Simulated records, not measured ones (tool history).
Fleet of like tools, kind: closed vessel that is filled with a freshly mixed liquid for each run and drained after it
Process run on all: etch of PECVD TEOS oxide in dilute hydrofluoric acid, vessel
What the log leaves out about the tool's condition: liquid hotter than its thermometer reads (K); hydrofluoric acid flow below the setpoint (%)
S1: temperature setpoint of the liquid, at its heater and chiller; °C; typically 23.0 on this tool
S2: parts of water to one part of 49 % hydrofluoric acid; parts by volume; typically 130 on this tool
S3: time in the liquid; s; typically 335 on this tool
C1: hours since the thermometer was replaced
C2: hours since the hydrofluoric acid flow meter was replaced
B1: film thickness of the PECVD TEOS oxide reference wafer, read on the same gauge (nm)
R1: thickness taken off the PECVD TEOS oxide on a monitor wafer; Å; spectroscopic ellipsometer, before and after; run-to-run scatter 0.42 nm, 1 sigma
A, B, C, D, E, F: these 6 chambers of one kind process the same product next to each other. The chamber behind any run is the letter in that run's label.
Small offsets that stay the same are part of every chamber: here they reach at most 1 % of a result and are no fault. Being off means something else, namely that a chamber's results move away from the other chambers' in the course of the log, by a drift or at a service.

run 1D hour=14.8 | S1=23.0 S2=130 S3=335 | C1=591.3 C2=98.6 | B1=119.99 | R1=493.70
run 2B hour=25.5 | S1=23.0 S2=130 S3=335 | C1=779.3 C2=194.3 | B1=119.94 | R1=505.68
run 3E hour=33.9 | S1=23.0 S2=130 S3=335 | C1=291.8 C2=1105.2 | B1=120.01 | R1=496.77
-- hour=42.2 chamber F: hydrofluoric acid flow meter replaced
run 4C hour=49.8 | S1=23.0 S2=130 S3=335 | C1=1125.1 C2=1861.9 | B1=120.01 | R1=495.17
run 5A hour=59.3 | S1=23.0 S2=130 S3=335 | C1=245.6 C2=662.3 | B1=119.99 | R1=507.02
-- hour=68.4 chamber A: hydrofluoric acid flow meter replaced
run 6F hour=70.4 | S1=23.0 S2=130 S3=335 | C1=613.2 C2=28.3 | B1=119.99 | R1=496.79
run 7E hour=83.8 | S1=23.0 S2=130 S3=335 | C1=341.7 C2=1155.1 | B1=119.98 | R1=494.32
run 8B hour=96.8 | S1=23.0 S2=130 S3=335 | C1=850.6 C2=265.6 | B1=120.00 | R1=501.93
run 9F hour=106.2 | S1=18.5 S2=80 S3=335 | C1=649.0 C2=64.1 | B1=120.00 | R1=717.35
run 10D hour=119.6 | S1=18.5 S2=80 S3=335 | C1=696.1 C2=203.4 | B1=120.01 | R1=724.70
run 11A hour=133.6 | S1=18.5 S2=80 S3=335 | C1=319.9 C2=65.3 | B1=120.00 | R1=716.86
run 12C hour=140.7 | S1=18.5 S2=80 S3=335 | C1=1216.0 C2=1952.8 | B1=120.01 | R1=717.19
run 13E hour=153.0 | S1=18.5 S2=80 S3=335 | C1=410.9 C2=1224.3 | B1=120.00 | R1=697.53
run 14B hour=165.7 | S1=18.5 S2=80 S3=335 | C1=919.5 C2=334.5 | B1=119.96 | R1=725.26
run 15A hour=173.6 | S1=20.5 S2=130 S3=335 | C1=359.9 C2=105.3 | B1=119.99 | R1=448.07
run 16F hour=189.1 | S1=20.5 S2=130 S3=335 | C1=731.9 C2=147.0 | B1=120.01 | R1=455.05
run 17D hour=203.1 | S1=20.5 S2=130 S3=335 | C1=779.6 C2=286.9 | B1=120.02 | R1=450.76
run 18C hour=218.4 | S1=20.5 S2=130 S3=335 | C1=1293.7 C2=2030.5 | B1=120.01 | R1=452.24
run 19E hour=229.5 | S1=20.5 S2=130 S3=335 | C1=487.4 C2=1300.8 | B1=120.01 | R1=444.58
run 20F hour=237.8 | S1=20.5 S2=130 S3=335 | C1=780.6 C2=195.7 | B1=119.98 | R1=454.75
run 21A hour=245.9 | S1=23.0 S2=130 S3=335 | C1=432.2 C2=177.6 | B1=119.99 | R1=495.17
run 22C hour=256.1 | S1=23.0 S2=130 S3=335 | C1=1331.4 C2=2068.2 | B1=120.03 | R1=502.67
run 23B hour=271.3 | S1=23.0 S2=130 S3=335 | C1=1025.1 C2=440.1 | B1=120.03 | R1=506.43
run 24D hour=281.0 | S1=23.0 S2=130 S3=335 | C1=857.5 C2=364.8 | B1=119.97 | R1=490.48
run 25E hour=295.1 | S1=23.0 S2=130 S3=335 | C1=553.0 C2=1366.4 | B1=120.00 | R1=483.15
run 26C hour=306.1 | S1=23.0 S2=130 S3=335 | C1=1381.4 C2=2118.2 | B1=119.97 | R1=497.16
run 27D hour=319.4 | S1=23.0 S2=130 S3=335 | C1=895.9 C2=403.2 | B1=120.00 | R1=490.37
run 28B hour=331.8 | S1=23.0 S2=130 S3=335 | C1=1085.6 C2=500.6 | B1=120.03 | R1=502.17
run 29F hour=341.9 | S1=23.0 S2=130 S3=335 | C1=884.7 C2=299.8 | B1=119.99 | R1=501.19
-- hour=345.2 chamber C: hydrofluoric acid flow meter replaced
run 30A hour=355.2 | S1=23.0 S2=130 S3=335 | C1=541.5 C2=286.9 | B1=120.03 | R1=495.27
run 31C hour=362.8 | S1=23.0 S2=130 S3=335 | C1=1438.1 C2=17.7 | B1=120.04 | R1=495.58
run 32F hour=374.4 | S1=23.0 S2=130 S3=335 | C1=917.2 C2=332.3 | B1=119.99 | R1=504.27
run 33E hour=385.7 | S1=23.0 S2=130 S3=335 | C1=643.6 C2=1457.0 | B1=120.02 | R1=481.44
run 34D hour=401.7 | S1=23.0 S2=130 S3=335 | C1=978.2 C2=485.5 | B1=120.06 | R1=501.77
-- hour=409.2 chamber B: hydrofluoric acid flow meter replaced
run 35B hour=416.4 | S1=23.0 S2=130 S3=335 | C1=1170.2 C2=7.2 | B1=119.98 | R1=504.62
run 36A hour=424.9 | S1=23.0 S2=130 S3=335 | C1=611.2 C2=356.6 | B1=120.04 | R1=498.22
run 37C hour=434.4 | S1=23.0 S2=130 S3=335 | C1=1509.7 C2=89.3 | B1=120.06 | R1=494.70
run 38D hour=449.1 | S1=25.5 S2=130 S3=270 | C1=1025.6 C2=532.9 | B1=120.00 | R1=439.42
run 39A hour=463.0 | S1=25.5 S2=130 S3=270 | C1=649.3 C2=394.7 | B1=120.01 | R1=447.74
run 40E hour=477.6 | S1=25.5 S2=130 S3=270 | C1=735.5 C2=1548.9 | B1=119.99 | R1=421.47
-- hour=492.4 chamber B: thermometer replaced
run 41F hour=492.7 | S1=25.5 S2=130 S3=270 | C1=1035.5 C2=450.6 | B1=120.01 | R1=447.61
run 42B hour=504.4 | S1=25.5 S2=130 S3=270 | C1=12.1 C2=95.2 | B1=120.02 | R1=446.25
run 43F hour=518.3 | S1=25.5 S2=130 S3=270 | C1=1061.1 C2=476.2 | B1=120.04 | R1=446.76

Predict what each chamber gives when all 6 of them run the settings below next.
run 44A hour=529.8 | S1=23.0 S2=75 S3=335 | R1=?
run 44B hour=529.8 | S1=23.0 S2=75 S3=335 | R1=?
run 44C hour=529.8 | S1=23.0 S2=75 S3=335 | R1=?
run 44D hour=529.8 | S1=23.0 S2=75 S3=335 | R1=?
run 44E hour=529.8 | S1=23.0 S2=75 S3=335 | R1=?
run 44F hour=529.8 | S1=23.0 S2=75 S3=335 | R1=?

run=44A R1=925.04
run=44B R1=906.88
run=44C R1=928.61
run=44D R1=932.92
run=44E R1=863.18
run=44F R1=920.74
